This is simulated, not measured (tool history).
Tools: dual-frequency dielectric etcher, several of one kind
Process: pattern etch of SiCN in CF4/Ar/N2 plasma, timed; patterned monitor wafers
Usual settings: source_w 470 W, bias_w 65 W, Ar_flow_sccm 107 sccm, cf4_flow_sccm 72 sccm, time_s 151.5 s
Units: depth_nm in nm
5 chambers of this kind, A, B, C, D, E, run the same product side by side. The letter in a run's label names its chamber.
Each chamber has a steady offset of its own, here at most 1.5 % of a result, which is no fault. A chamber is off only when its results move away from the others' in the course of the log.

run   hour  source_w  bias_w  Ar_flow_sccm  cf4_flow_sccm  time_s  hours since the last wet clean  hours since the last source power generator calibration  hours since the last bias power generator calibration  hours since the last Ar flow controller change  hours since the last CF4 flow controller change  read-back reference wafer on the same gauge, depth_nm  depth_nm
 1D    3.2       470      65           107             72   151.5                           442.2                                                   1793.8                                                 4047.1                                           636.1                                            305.6                                                 115.02   128.650
 2C    5.6       470      65           107             72   151.5                           426.0                                                   1621.8                                                 1909.6                                          3574.7                                            925.9                                                 114.98   130.810
 3B    9.4       470      65           107             72   151.5                           181.0                                                   1659.9                                                 1517.2                                          2421.2                                            728.5                                                 115.03   129.690
 4A   11.8       470      65           107             72   151.5                           386.0                                                   4343.0                                                 1563.7                                           809.5                                           2245.1                                                 115.06   130.480
 5E   14.3       470      65           107             72   151.5                           547.0                                                   2265.8                                                   56.7                                          1168.6                                            332.8                                                 115.00   129.810
 6D   17.6       470      65           107             72   151.5                           456.6                                                   1808.2                                                 4061.5                                           650.5                                            320.0                                                 115.10   127.950
 7C   19.8       520      51           107             72   151.5                           440.2                                                   1636.0                                                 1923.8                                          3588.9                                            940.1                                                 115.03   131.830
 8A   24.1       520      51           107             72   151.5                           398.3                                                   4355.3                                                 1576.0                                           821.8                                           2257.4                                                 115.04   132.280
 9B   28.6       520      51           107             72   151.5                           200.2                                                   1679.1                                                 1536.4                                          2440.4                                            747.7                                                 114.97   130.700
10E   33.3       520      51           107             72   151.5                           566.0                                                   2284.8                                                   75.7                                          1187.6                                            351.8                                                 114.97   130.920
11A   35.5       520      51           107             72   151.5                           409.7                                                   4366.7                                                 1587.4                                           833.2                                           2268.8                                                 114.96   132.040
12E   37.9       470      65           107             72   151.5                           570.6                                                   2289.4                                                   80.3                                          1192.2                                            356.4                                                 114.99   130.440
13C   41.0       470      65           107             72   151.5                           461.4                                                   1657.2                                                 1945.0                                          3610.1                                            961.3                                                 115.00   131.340
14B   45.2       470      65           107             72   151.5                           216.8                                                   1695.7                                                 1553.0                                          2457.0                                            764.3                                                 115.05   129.630
15D   48.6       470      65           107             72   151.5                           487.6                                                   1839.2                                                 4092.5                                           681.5                                            351.0                                                 115.00   128.620
16D   52.3       470      65           107             72   151.5                           491.3                                                   1842.9                                                 4096.2                                           685.2                                            354.7                                                 115.07   128.190
17A   54.8       470      65           107             72   151.5                           429.0                                                   4386.0                                                 1606.7                                           852.5                                           2288.1                                                 115.01   130.940
18B   57.1       470      65           107             72   151.5                           228.7                                                   1707.6                                                 1564.9                                          2468.9                                            776.2                                                 114.98   129.400
19E   60.3       470      65           107             72   151.5                           593.0                                                   2311.8                                                  102.7                                          1214.6                                            378.8                                                 114.99   129.430
20C   63.5       470      65           107             72   151.5                           483.9                                                   1679.7                                                 1967.5                                          3632.6                                            983.8                                                 114.91   131.070
21B   67.9       470      65           107             72   151.5                           239.5                                                   1718.4                                                 1575.7                                          2479.7                                            787.0                                                 115.04   130.060
22D   70.0       470      65           107             72   151.5                           509.0                                                   1860.6                                                 4113.9                                           702.9                                            372.4                                                 115.04   128.550
23A   72.1       470      65           107             72   151.5                           446.3                                                   4403.3                                                 1624.0                                           869.8                                           2305.4                                                 115.03   130.330
      72.3  -- chamber D: wet clean of the chamber
24E   76.8       470      65           107             72   151.5                           609.5                                                   2328.3                                                  119.2                                          1231.1                                            395.3                                                 115.02   128.490
25C   79.7       470      65           107             72   151.5                           500.1                                                   1695.9                                                 1983.7                                          3648.8                                           1000.0                                                 115.05   131.330
26B   83.4       470      65           107             72   151.5                           255.0                                                   1733.9                                                 1591.2                                          2495.2                                            802.5                                                 114.95   129.220
27E   87.9       470      53           107             72   122.0                           620.6                                                   2339.4                                                  130.3                                          1242.2                                            406.4                                                 115.05    96.864
28C   92.7       470      53           107             72   122.0                           513.1                                                   1708.9                                                 1996.7                                          3661.8                                           1013.0                                                 114.94    98.592
29D   97.0       470      53           107             72   122.0                            24.8                                                   1887.6                                                 4140.9                                           729.9                                            399.4                                                 114.98    96.798
30A  100.8       470      53           107             72   122.0                           475.0                                                   4432.0                                                 1652.7                                           898.5                                           2334.1                                                 115.04    98.663
31E  103.7       470      53           107             72   122.0                           636.4                                                   2355.2                                                  146.1                                          1258.0                                            422.2                                                 114.98    95.943
     104.2  -- chamber C: wet clean of the chamber
32B  108.3       470      65           107             72   151.5                           279.9                                                   1758.8                                                 1616.1                                          2520.1                                            827.4                                                 115.08   129.820
33A  110.4       470      60           107             86   151.5                           484.6                                                   4441.6                                                 1662.3                                           908.1                                           2343.7                                                 114.99   130.600
34C  112.8       470      60           107             86   151.5                             8.7                                                   1729.0                                                 2016.8                                          3681.9                                           1033.1                                                 114.97   131.060
35D  117.3       470      60           107             86   151.5                            45.1                                                   1907.9                                                 4161.2                                           750.2                                            419.7                                                 115.06   128.960
36B  121.1       470      60           107             86   151.5                           292.7                                                   1771.6                                                 1628.9                                          2532.9                                            840.2                                                 115.00   129.800
37E  125.1       470      60           107             86   151.5                           657.8                                                   2376.6                                                  167.5                                          1279.4                                            443.6                                                 115.00   127.840
38C  127.3       470      65           107             72   151.5                            23.2                                                   1743.5                                                 2031.3                                          3696.4                                           1047.6                                                 115.00   131.320
39D  131.8       470      65           107             72   151.5                            59.6                                                   1922.4                                                 4175.7                                           764.7                                            434.2                                                 115.04   128.640
40A  135.6       470      65           107             72   151.5                           509.8                                                   4466.8                                                 1687.5                                           933.3                                           2368.9                                                 114.96   131.070

What goes on in this fleet: one chamber off, a drifting gauge, or nothing beyond the chambers' own small offsets? Name the chamber and the cause, if any.

Chamber E drifts away from the others.
Cause: source power that arrives under what is set, % = 2.95.
The log may not tell that from: etch rate under this chamber's usual, %.

Here are 4 candidates for chamber E's next run, each the usual settings with a change, their results left as question marks. Which one brings its results back in line with what the others give on the usual settings?
In line means no further than this from the other chambers' mean on the usual settings: depth_nm 1.000 nm
41E-1  139.0       470      65           107             55   151.5                                                                                                                                                                                                                                                                                                                 ?
41E-2  139.0       470      66           107             72   158.0                                                                                                                                                                                                                                                                                                                 ?
41E-3  139.0       460      64           107             72   151.5                                                                                                                                                                                                                                                                                                                 ?
41E-4  139.0       470      65           107             72   155.0                                                                                                                                                                                                                                                                                                                 ?

The other chambers' mean on the usual settings: depth_nm 130.080 nm
  run  depth_nm
41E-1   121.450
41E-2   133.050
41E-3   123.900
41E-4   129.840
41E-4 brings the chamber back in line.
